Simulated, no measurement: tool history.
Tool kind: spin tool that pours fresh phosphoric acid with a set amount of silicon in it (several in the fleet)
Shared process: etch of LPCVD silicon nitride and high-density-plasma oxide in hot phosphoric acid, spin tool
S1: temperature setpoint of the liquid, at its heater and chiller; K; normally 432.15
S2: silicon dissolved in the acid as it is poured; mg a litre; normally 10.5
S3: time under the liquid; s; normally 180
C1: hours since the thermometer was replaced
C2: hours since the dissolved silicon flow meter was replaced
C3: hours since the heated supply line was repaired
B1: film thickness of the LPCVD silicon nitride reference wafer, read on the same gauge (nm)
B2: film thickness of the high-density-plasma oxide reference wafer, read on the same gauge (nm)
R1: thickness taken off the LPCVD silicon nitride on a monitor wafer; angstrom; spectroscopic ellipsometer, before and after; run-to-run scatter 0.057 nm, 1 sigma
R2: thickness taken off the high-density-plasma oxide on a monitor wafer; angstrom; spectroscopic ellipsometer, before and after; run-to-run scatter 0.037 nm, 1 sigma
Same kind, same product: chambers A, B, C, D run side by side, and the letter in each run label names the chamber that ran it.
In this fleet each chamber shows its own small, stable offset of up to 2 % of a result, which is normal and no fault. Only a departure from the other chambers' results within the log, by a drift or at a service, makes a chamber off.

run,hour,S1,S2,S3,C1,C2,C3,B1,B2,R1,R2
1C,10.9,432.15,10.5,180,2355.6,28.0,1238.2,30.010,130.03,143.150,3.4818
2B,17.3,432.15,10.5,180,1036.4,911.9,257.6,29.996,130.01,141.400,3.7246
3A,27.1,432.15,10.5,180,1008.0,268.4,330.2,30.023,130.06,142.010,2.9900
4D,34.4,432.15,10.5,180,1554.9,129.0,3119.4,30.031,129.98,140.020,3.7460
5A,45.0,434.65,10.5,105,1025.9,286.3,348.1,29.979,129.97,89.813,2.8380
6C,53.7,434.65,10.5,105,2398.4,70.8,1281.0,29.985,130.00,90.309,2.4890
7B,59.4,434.65,10.5,105,1078.5,954.0,299.7,29.955,129.95,89.691,2.0628
8D,71.5,434.65,10.5,105,1592.0,166.1,3156.5,29.991,130.00,90.116,2.7871
9B,81.1,432.15,10.5,180,1100.2,975.7,321.4,29.974,130.04,140.760,2.8801
10C,90.8,432.15,3.0,75,2435.5,107.9,1318.1,30.027,129.99,59.126,1.9992
# hour 92.1: chamber D: heated supply line repaired
11A,103.2,432.15,3.0,75,1084.1,344.5,406.3,30.016,130.00,59.145,1.5729
12D,114.7,432.15,3.0,75,1635.2,209.3,22.6,29.992,129.99,58.695,1.6838
13B,123.6,432.15,3.0,75,1142.7,1018.2,363.9,30.020,130.00,58.656,1.5869
14A,130.8,435.15,4.0,180,1111.7,372.1,433.9,29.984,129.99,158.020,5.0182
15C,137.7,435.15,4.0,180,2482.4,154.8,1365.0,30.023,130.01,156.820,4.4228
16D,145.7,435.15,4.0,180,1666.2,240.3,53.6,30.031,130.00,154.490,5.0600
17A,153.0,435.15,4.0,180,1133.9,394.3,456.1,30.059,129.99,157.250,4.6338
18C,159.0,432.15,10.5,180,2503.7,176.1,1386.3,29.975,130.00,141.610,2.8660
19B,167.3,432.15,10.5,180,1186.4,1061.9,407.6,30.048,130.03,141.520,3.5940
20D,174.6,432.15,10.5,180,1695.1,269.2,82.5,29.995,129.95,140.840,3.3558
21C,185.8,432.15,10.5,180,2530.5,202.9,1413.1,30.002,130.01,141.880,3.9092
22B,196.9,432.15,10.5,180,1216.0,1091.5,437.2,30.024,130.00,141.610,3.1612
23D,208.8,432.15,10.5,180,1729.3,303.4,116.7,30.006,130.00,140.330,3.7196
24A,216.2,430.15,10.5,235,1197.1,457.5,519.3,30.044,130.00,174.960,3.5603
25C,227.0,430.15,10.5,235,2571.7,244.1,1454.3,29.994,129.99,173.900,3.6004
26B,236.8,430.15,10.5,235,1255.9,1131.4,477.1,30.010,130.01,172.950,3.8627
27A,244.0,430.15,10.5,235,1224.9,485.3,547.1,29.986,130.02,175.300,4.2264
28D,251.6,432.15,10.5,180,1772.1,346.2,159.5,29.994,129.96,140.390,3.4040
29A,260.9,432.15,10.5,180,1241.8,502.2,564.0,30.054,129.99,141.120,3.1918
# hour 265.9: chamber C: thermometer replaced
30C,266.3,432.15,10.5,180,0.5,283.4,1493.6,29.998,130.00,142.590,3.1742
31D,275.8,431.15,10.5,180,1796.3,370.4,183.7,30.009,129.99,135.420,3.5101
# hour 282.6: chamber D: dissolved silicon flow meter replaced
32B,282.8,431.15,10.5,180,1301.9,1177.4,523.1,29.998,129.99,137.040,3.3202
33C,288.8,431.15,10.5,180,23.0,305.9,1516.1,30.001,130.01,137.320,3.8070
34B,300.9,431.15,10.5,180,1320.0,1195.5,541.2,30.023,129.98,137.070,3.4341
35D,307.4,432.15,10.5,180,1827.9,24.8,215.3,29.962,130.00,139.970,3.2643

Is one chamber off against the others, does the gauge drift, or is nothing wrong? If a chamber is off, say which, and what the likeliest cause is.

All chambers stay in line apart from their small fixed offsets, and the gauge does not drift.
